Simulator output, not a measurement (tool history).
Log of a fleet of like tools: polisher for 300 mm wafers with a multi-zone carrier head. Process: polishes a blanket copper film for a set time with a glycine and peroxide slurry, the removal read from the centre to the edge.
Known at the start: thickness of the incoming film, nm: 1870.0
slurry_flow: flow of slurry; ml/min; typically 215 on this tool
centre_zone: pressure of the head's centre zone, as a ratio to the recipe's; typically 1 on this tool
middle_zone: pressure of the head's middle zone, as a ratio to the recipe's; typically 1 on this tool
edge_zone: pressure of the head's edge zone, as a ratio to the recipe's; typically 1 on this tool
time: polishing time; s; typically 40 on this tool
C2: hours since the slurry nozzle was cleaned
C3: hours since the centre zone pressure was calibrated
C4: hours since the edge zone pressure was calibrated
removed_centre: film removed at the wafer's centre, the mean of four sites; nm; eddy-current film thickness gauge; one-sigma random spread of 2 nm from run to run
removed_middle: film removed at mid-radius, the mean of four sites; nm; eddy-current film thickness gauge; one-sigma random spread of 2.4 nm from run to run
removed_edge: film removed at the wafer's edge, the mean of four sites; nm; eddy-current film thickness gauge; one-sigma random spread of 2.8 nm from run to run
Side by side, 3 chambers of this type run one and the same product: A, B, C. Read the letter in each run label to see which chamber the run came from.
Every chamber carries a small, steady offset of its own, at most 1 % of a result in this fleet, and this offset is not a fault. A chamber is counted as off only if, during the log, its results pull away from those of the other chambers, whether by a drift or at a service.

{"run": "1A", "hour": 5.8, "slurry_flow": 215, "centre_zone": 1, "middle_zone": 1, "edge_zone": 1, "time": 40, "wafers polished on this pad": 430, "C2": 143.1, "C3": 147.7, "C4": 669.1, "removed_centre": 208.06, "removed_middle": 204.12, "removed_edge": 209.32}
{"run": "2B", "hour": 11.6, "slurry_flow": 215, "centre_zone": 1, "middle_zone": 1, "edge_zone": 1, "time": 40, "wafers polished on this pad": 248, "C2": 696, "C3": 296.2, "C4": 1038.2, "removed_centre": 201.53, "removed_middle": 202.03, "removed_edge": 202.38}
{"run": "3C", "hour": 19.3, "slurry_flow": 215, "centre_zone": 1, "middle_zone": 1, "edge_zone": 1, "time": 40, "wafers polished on this pad": 504, "C2": 144.9, "C3": 636.1, "C4": 260.6, "removed_centre": 205.61, "removed_middle": 201.29, "removed_edge": 207.49}
{"run": "4B", "hour": 26.3, "slurry_flow": 215, "centre_zone": 1, "middle_zone": 1, "edge_zone": 1, "time": 40, "wafers polished on this pad": 394, "C2": 710.7, "C3": 310.9, "C4": 1052.9, "removed_centre": 202.63, "removed_middle": 202.66, "removed_edge": 203.74}
{"run": "5A", "hour": 32.9, "slurry_flow": 215, "centre_zone": 1, "middle_zone": 1, "edge_zone": 1, "time": 40, "wafers polished on this pad": 698, "C2": 170.2, "C3": 174.8, "C4": 696.2, "removed_centre": 208.63, "removed_middle": 201.82, "removed_edge": 200.21}
{"run": "6C", "hour": 38.3, "slurry_flow": 215, "centre_zone": 0.89, "middle_zone": 1, "edge_zone": 1, "time": 40, "wafers polished on this pad": 692, "C2": 163.9, "C3": 655.1, "C4": 279.6, "removed_centre": 180.73, "removed_middle": 204.61, "removed_edge": 202.11}
{"run": "7A", "hour": 43.3, "slurry_flow": 215, "centre_zone": 0.89, "middle_zone": 1, "edge_zone": 1, "time": 40, "wafers polished on this pad": 801, "C2": 180.6, "C3": 185.2, "C4": 706.6, "removed_centre": 182.32, "removed_middle": 205.47, "removed_edge": 208.57}
{"run": "8C", "hour": 47.4, "slurry_flow": 215, "centre_zone": 0.89, "middle_zone": 1, "edge_zone": 1, "time": 40, "wafers polished on this pad": 782, "C2": 173, "C3": 664.2, "C4": 288.7, "removed_centre": 178.48, "removed_middle": 201.96, "removed_edge": 202.8}
{"run": "9B", "hour": 54.2, "slurry_flow": 215, "centre_zone": 1, "middle_zone": 1, "edge_zone": 1, "time": 40, "wafers polished on this pad": 669, "C2": 738.6, "C3": 338.8, "C4": 1080.8, "removed_centre": 202.32, "removed_middle": 201.54, "removed_edge": 201.39}
{"run": "10C", "hour": 62.4, "slurry_flow": 170, "centre_zone": 1, "middle_zone": 1, "edge_zone": 1, "time": 40, "wafers polished on this pad": 930, "C2": 188, "C3": 679.2, "C4": 303.7, "removed_centre": 195.1, "removed_middle": 196.76, "removed_edge": 197.05}
{"run": "11B", "hour": 66.4, "slurry_flow": 170, "centre_zone": 1, "middle_zone": 1, "edge_zone": 1, "time": 40, "wafers polished on this pad": 790, "C2": 750.8, "C3": 351, "C4": 1093, "removed_centre": 192.54, "removed_middle": 195.26, "removed_edge": 191.87}
{"hour": 67.4, "done": "chamber C: edge zone pressure recalibrated"}
{"hour": 71.9, "done": "chamber A: worn pad replaced by a new one"}
{"run": "12A", "hour": 73.6, "slurry_flow": 170, "centre_zone": 1, "middle_zone": 1, "edge_zone": 1, "time": 40, "wafers polished on this pad": 17, "C2": 210.9, "C3": 215.5, "C4": 736.9, "removed_centre": 200.48, "removed_middle": 194.65, "removed_edge": 198.81}
{"run": "13A", "hour": 79.5, "slurry_flow": 215, "centre_zone": 1, "middle_zone": 1, "edge_zone": 1, "time": 40, "wafers polished on this pad": 75, "C2": 216.8, "C3": 221.4, "C4": 742.8, "removed_centre": 209.45, "removed_middle": 201.83, "removed_edge": 209.5}
{"run": "14C", "hour": 85.7, "slurry_flow": 215, "centre_zone": 1, "middle_zone": 1, "edge_zone": 1, "time": 40, "wafers polished on this pad": 1160, "C2": 211.3, "C3": 702.5, "C4": 18.4, "removed_centre": 200.56, "removed_middle": 202.48, "removed_edge": 208.37}
{"run": "15B", "hour": 91.9, "slurry_flow": 215, "centre_zone": 1, "middle_zone": 1, "edge_zone": 1, "time": 40, "wafers polished on this pad": 1042, "C2": 776.3, "C3": 376.5, "C4": 1118.5, "removed_centre": 198.59, "removed_middle": 194.16, "removed_edge": 200.16}
{"run": "16C", "hour": 100.3, "slurry_flow": 215, "centre_zone": 1, "middle_zone": 1.1, "edge_zone": 1, "time": 40, "wafers polished on this pad": 1305, "C2": 225.9, "C3": 717.1, "C4": 33, "removed_centre": 201.37, "removed_middle": 221.08, "removed_edge": 201.54}
{"run": "17B", "hour": 106.5, "slurry_flow": 215, "centre_zone": 1, "middle_zone": 1.1, "edge_zone": 1, "time": 40, "wafers polished on this pad": 1186, "C2": 790.9, "C3": 391.1, "C4": 1133.1, "removed_centre": 195.95, "removed_middle": 212.35, "removed_edge": 197.73}
{"hour": 110.0, "done": "chamber C: worn pad replaced by a new one"}
{"run": "18A", "hour": 111.2, "slurry_flow": 215, "centre_zone": 1, "middle_zone": 1.1, "edge_zone": 1, "time": 40, "wafers polished on this pad": 388, "C2": 248.5, "C3": 253.1, "C4": 774.5, "removed_centre": 207.44, "removed_middle": 224.47, "removed_edge": 204.74}
{"run": "19C", "hour": 118.7, "slurry_flow": 215, "centre_zone": 1, "middle_zone": 1, "edge_zone": 1, "time": 40, "wafers polished on this pad": 86, "C2": 244.3, "C3": 735.5, "C4": 51.4, "removed_centre": 201.4, "removed_middle": 202.53, "removed_edge": 204.47}
{"run": "20A", "hour": 126.9, "slurry_flow": 215, "centre_zone": 1, "middle_zone": 1, "edge_zone": 1, "time": 40, "wafers polished on this pad": 544, "C2": 264.2, "C3": 268.8, "C4": 790.2, "removed_centre": 210.15, "removed_middle": 202.82, "removed_edge": 204.93}
{"run": "21B", "hour": 133.8, "slurry_flow": 215, "centre_zone": 1, "middle_zone": 1, "edge_zone": 1, "time": 40, "wafers polished on this pad": 1456, "C2": 818.2, "C3": 418.4, "C4": 1160.4, "removed_centre": 191.69, "removed_middle": 193.21, "removed_edge": 197.01}
{"run": "22A", "hour": 139.2, "slurry_flow": 215, "centre_zone": 1, "middle_zone": 1, "edge_zone": 1, "time": 40, "wafers polished on this pad": 665, "C2": 276.5, "C3": 281.1, "C4": 802.5, "removed_centre": 207.41, "removed_middle": 204.01, "removed_edge": 205.76}
{"run": "23B", "hour": 142.9, "slurry_flow": 215, "centre_zone": 1, "middle_zone": 1, "edge_zone": 1, "time": 40, "wafers polished on this pad": 1546, "C2": 827.3, "C3": 427.5, "C4": 1169.5, "removed_centre": 192.58, "removed_middle": 194.24, "removed_edge": 193.41}
{"run": "24C", "hour": 150.0, "slurry_flow": 215, "centre_zone": 1, "middle_zone": 1, "edge_zone": 1, "time": 40, "wafers polished on this pad": 395, "C2": 275.6, "C3": 766.8, "C4": 82.7, "removed_centre": 204.07, "removed_middle": 208.13, "removed_edge": 199.58}
{"run": "25B", "hour": 155.4, "slurry_flow": 215, "centre_zone": 1, "middle_zone": 1, "edge_zone": 1, "time": 40, "wafers polished on this pad": 1669, "C2": 839.8, "C3": 440, "C4": 1182, "removed_centre": 191.94, "removed_middle": 190.11, "removed_edge": 199.48}
{"run": "26A", "hour": 163.8, "slurry_flow": 215, "centre_zone": 1, "middle_zone": 1, "edge_zone": 1, "time": 40, "wafers polished on this pad": 908, "C2": 301.1, "C3": 305.7, "C4": 827.1, "removed_centre": 204.99, "removed_middle": 200.57, "removed_edge": 206.82}
{"hour": 168.4, "done": "chamber A: worn pad replaced by a new one"}
{"run": "27C", "hour": 168.7, "slurry_flow": 215, "centre_zone": 1, "middle_zone": 1, "edge_zone": 1, "time": 40, "wafers polished on this pad": 580, "C2": 294.3, "C3": 785.5, "C4": 101.4, "removed_centre": 203.55, "removed_middle": 207.34, "removed_edge": 202.02}
{"run": "28A", "hour": 173.2, "slurry_flow": 215, "centre_zone": 0.94, "middle_zone": 1, "edge_zone": 1.09, "time": 40, "wafers polished on this pad": 47, "C2": 310.5, "C3": 315.1, "C4": 836.5, "removed_centre": 193.42, "removed_middle": 202.39, "removed_edge": 217.72}
{"run": "29B", "hour": 177.0, "slurry_flow": 215, "centre_zone": 0.94, "middle_zone": 1, "edge_zone": 1.09, "time": 40, "wafers polished on this pad": 1883, "C2": 861.4, "C3": 461.6, "C4": 1203.6, "removed_centre": 179, "removed_middle": 189.61, "removed_edge": 197.01}
{"run": "30C", "hour": 181.6, "slurry_flow": 215, "centre_zone": 0.94, "middle_zone": 1, "edge_zone": 1.09, "time": 40, "wafers polished on this pad": 708, "C2": 307.2, "C3": 798.4, "C4": 114.3, "removed_centre": 189.32, "removed_middle": 204.95, "removed_edge": 217.98}
{"run": "31C", "hour": 187.3, "slurry_flow": 215, "centre_zone": 1, "middle_zone": 1, "edge_zone": 1, "time": 40, "wafers polished on this pad": 764, "C2": 312.9, "C3": 804.1, "C4": 120, "removed_centre": 204.47, "removed_middle": 202.07, "removed_edge": 205.3}
{"run": "32A", "hour": 191.2, "slurry_flow": 215, "centre_zone": 1, "middle_zone": 1, "edge_zone": 1, "time": 40, "wafers polished on this pad": 225, "C2": 328.5, "C3": 333.1, "C4": 854.5, "removed_centre": 203.71, "removed_middle": 200.55, "removed_edge": 206.81}
{"run": "33B", "hour": 196.2, "slurry_flow": 215, "centre_zone": 1, "middle_zone": 1, "edge_zone": 1, "time": 40, "wafers polished on this pad": 2073, "C2": 880.6, "C3": 480.8, "C4": 1222.8, "removed_centre": 188.68, "removed_middle": 188.51, "removed_edge": 191.49}
{"run": "34B", "hour": 201.4, "slurry_flow": 215, "centre_zone": 1, "middle_zone": 1, "edge_zone": 1, "time": 40, "wafers polished on this pad": 2124, "C2": 885.8, "C3": 486, "C4": 1228, "removed_centre": 189.49, "removed_middle": 193.01, "removed_edge": 187.34}
{"run": "35C", "hour": 206.6, "slurry_flow": 215, "centre_zone": 1, "middle_zone": 1, "edge_zone": 1, "time": 40, "wafers polished on this pad": 955, "C2": 332.2, "C3": 823.4, "C4": 139.3, "removed_centre": 202.67, "removed_middle": 204.74, "removed_edge": 208.34}
{"run": "36A", "hour": 211.1, "slurry_flow": 185, "centre_zone": 0.91, "middle_zone": 1, "edge_zone": 1, "time": 40, "wafers polished on this pad": 422, "C2": 348.4, "C3": 353, "C4": 874.4, "removed_centre": 182.71, "removed_middle": 196.88, "removed_edge": 199.9}
{"run": "37C", "hour": 218.4, "slurry_flow": 185, "centre_zone": 0.91, "middle_zone": 1, "edge_zone": 1, "time": 40, "wafers polished on this pad": 1071, "C2": 344, "C3": 835.2, "C4": 151.1, "removed_centre": 176.78, "removed_middle": 200.7, "removed_edge": 201.64}

Predict what each chamber gives when all 3 of them run the settings below next.
{"run": "38A", "hour": 224.5, "slurry_flow": 215, "centre_zone": 1, "middle_zone": 1, "edge_zone": 1, "time": 40, "removed_centre": "?", "removed_middle": "?", "removed_edge": "?"}
{"run": "38B", "hour": 224.5, "slurry_flow": 215, "centre_zone": 1, "middle_zone": 1, "edge_zone": 1, "time": 40, "removed_centre": "?", "removed_middle": "?", "removed_edge": "?"}
{"run": "38C", "hour": 224.5, "slurry_flow": 215, "centre_zone": 1, "middle_zone": 1, "edge_zone": 1, "time": 40, "removed_centre": "?", "removed_middle": "?", "removed_edge": "?"}

run=38A removed_centre=204.78 removed_middle=206.11 removed_edge=206.84
run=38B removed_centre=189.67 removed_middle=183.29 removed_edge=185.91
run=38C removed_centre=201.5 removed_middle=199.88 removed_edge=201
